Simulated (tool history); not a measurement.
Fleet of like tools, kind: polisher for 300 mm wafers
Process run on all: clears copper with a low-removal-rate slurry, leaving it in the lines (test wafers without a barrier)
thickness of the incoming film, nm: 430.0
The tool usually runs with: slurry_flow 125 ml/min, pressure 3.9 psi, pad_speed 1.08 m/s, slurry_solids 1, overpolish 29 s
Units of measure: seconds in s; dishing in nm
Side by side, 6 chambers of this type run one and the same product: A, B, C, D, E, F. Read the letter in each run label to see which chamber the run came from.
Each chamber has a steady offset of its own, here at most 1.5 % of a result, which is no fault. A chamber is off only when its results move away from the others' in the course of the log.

| run | hour | slurry_flow | pressure | pad_speed | slurry_solids | overpolish | seconds | dishing |
|---|---|---|---|---|---|---|---|---|
| 1F | 4.1 | 125 | 3.9 | 1.08 | 1 | 29 | 87.193 | 53.719 |
|  | 4.7 | chamber B: worn pad replaced by a new one |
| 2B | 8.8 | 125 | 3.9 | 1.08 | 1 | 29 | 84.554 | 53.986 |
|  | 12.0 | chamber F: slurry blender recalibrated |
| 3A | 13.2 | 125 | 3.9 | 1.08 | 1 | 29 | 87.474 | 54.231 |
| 4E | 17.2 | 125 | 3.9 | 1.08 | 1 | 29 | 84.545 | 53.298 |
| 5C | 21.8 | 125 | 3.9 | 1.08 | 1 | 29 | 87.002 | 55.783 |
| 6D | 25.5 | 125 | 3.9 | 1.08 | 1 | 29 | 86.200 | 55.589 |
| 7D | 29.5 | 125 | 3.9 | 1.08 | 1 | 29 | 86.457 | 52.765 |
|  | 29.9 | chamber A: worn pad replaced by a new one |
| 8A | 32.4 | 125 | 3.9 | 1.08 | 1 | 29 | 84.738 | 53.711 |
| 9F | 35.9 | 125 | 3.9 | 1.08 | 1 | 29 | 87.378 | 53.257 |
|  | 40.5 | chamber E: slurry blender recalibrated |
| 10C | 41.4 | 125 | 3.9 | 1.08 | 1 | 29 | 85.611 | 52.653 |
| 11B | 47.4 | 125 | 3.9 | 1.08 | 1 | 29 | 87.023 | 53.572 |
| 12E | 52.2 | 125 | 3.9 | 1.08 | 1 | 29 | 83.726 | 53.418 |
|  | 56.1 | chamber B: slurry nozzle cleaned |
| 13F | 56.6 | 125 | 3.9 | 1.08 | 1 | 29 | 85.465 | 54.488 |
| 14D | 60.8 | 125 | 3.9 | 1.08 | 1 | 29 | 86.129 | 55.505 |
|  | 61.6 | chamber B: worn pad replaced by a new one |
| 15B | 66.0 | 125 | 3.9 | 1.08 | 1 | 29 | 85.709 | 52.733 |
| 16C | 70.2 | 125 | 3.9 | 1.08 | 1 | 29 | 85.636 | 53.854 |
| 17E | 73.4 | 125 | 3.9 | 1.08 | 1 | 29 | 83.434 | 55.007 |
|  | 77.3 | chamber D: slurry blender recalibrated |
| 18A | 78.1 | 100 | 3.9 | 1.08 | 1 | 19 | 89.181 | 41.983 |
| 19F | 81.7 | 100 | 3.9 | 1.08 | 1 | 19 | 90.467 | 44.106 |
| 20B | 86.6 | 100 | 3.9 | 1.08 | 1 | 19 | 87.426 | 43.307 |
| 21A | 90.6 | 100 | 3.9 | 1.08 | 1 | 19 | 89.262 | 44.019 |
|  | 92.1 | chamber C: worn pad replaced by a new one |
| 22E | 94.8 | 100 | 3.9 | 1.08 | 1 | 19 | 89.556 | 42.863 |
| 23C | 98.0 | 100 | 3.9 | 1.08 | 1 | 19 | 91.506 | 41.510 |
| 24D | 102.5 | 125 | 3.9 | 1.08 | 1 | 29 | 87.823 | 54.176 |
|  | 103.9 | chamber C: slurry blender recalibrated |
|  | 106.6 | chamber E: worn pad replaced by a new one |
| 25E | 107.7 | 125 | 3.9 | 1.08 | 1 | 29 | 83.518 | 52.827 |
| 26A | 111.7 | 125 | 3.9 | 1.08 | 1 | 29 | 86.299 | 53.236 |
|  | 113.6 | chamber D: worn pad replaced by a new one |
| 27B | 114.6 | 125 | 3.9 | 1.08 | 1 | 29 | 84.869 | 54.706 |
|  | 119.0 | chamber F: worn pad replaced by a new one |
| 28D | 119.6 | 125 | 3.9 | 1.08 | 1 | 29 | 85.716 | 52.706 |
|  | 123.4 | chamber B: worn pad replaced by a new one |
| 29F | 124.4 | 125 | 3.9 | 1.08 | 1 | 29 | 86.899 | 52.965 |
| 30C | 129.9 | 125 | 3.9 | 1.08 | 1 | 29 | 85.150 | 53.374 |
|  | 131.2 | chamber A: worn pad replaced by a new one |
| 31F | 134.9 | 125 | 3.9 | 1.08 | 1 | 29 | 86.651 | 56.261 |
| 32C | 138.6 | 125 | 3.9 | 1.08 | 1 | 29 | 86.238 | 52.235 |
| 33A | 143.3 | 125 | 3.9 | 1.08 | 1 | 29 | 84.916 | 56.229 |
| 34E | 148.5 | 125 | 3.9 | 1.08 | 1 | 29 | 83.092 | 55.870 |
| 35D | 154.4 | 125 | 3.9 | 1.08 | 1 | 29 | 87.153 | 54.224 |
|  | 158.7 | chamber B: slurry blender recalibrated |
| 36B | 159.1 | 125 | 3.9 | 1.08 | 1 | 29 | 87.760 | 54.970 |
|  | 159.4 | chamber C: slurry nozzle cleaned |
| 37D | 162.0 | 125 | 3.9 | 1.08 | 1 | 29 | 84.886 | 53.574 |
| 38B | 168.0 | 125 | 3.9 | 1.08 | 1 | 29 | 85.964 | 54.498 |
| 39C | 171.7 | 125 | 3.9 | 1.08 | 1 | 29 | 84.347 | 55.671 |
| 40E | 177.3 | 125 | 3.9 | 0.88 | 1 | 29 | 104.910 | 51.353 |

All chambers now run identical settings, listed one chamber a line with results as question marks. What results will each chamber show?
| 41A | 181.7 | 125 | 2.7 | 1.08 | 1 | 29 | ? | ? |
| 41B | 181.7 | 125 | 2.7 | 1.08 | 1 | 29 | ? | ? |
| 41C | 181.7 | 125 | 2.7 | 1.08 | 1 | 29 | ? | ? |
| 41D | 181.7 | 125 | 2.7 | 1.08 | 1 | 29 | ? | ? |
| 41E | 181.7 | 125 | 2.7 | 1.08 | 1 | 29 | ? | ? |
| 41F | 181.7 | 125 | 2.7 | 1.08 | 1 | 29 | ? | ? |

| run | seconds | dishing |
|---|---|---|
| 41A | 121.090 | 45.527 |
| 41B | 122.320 | 46.418 |
| 41C | 125.240 | 45.679 |
| 41D | 125.680 | 43.886 |
| 41E | 120.750 | 44.071 |
| 41F | 122.310 | 44.140 |
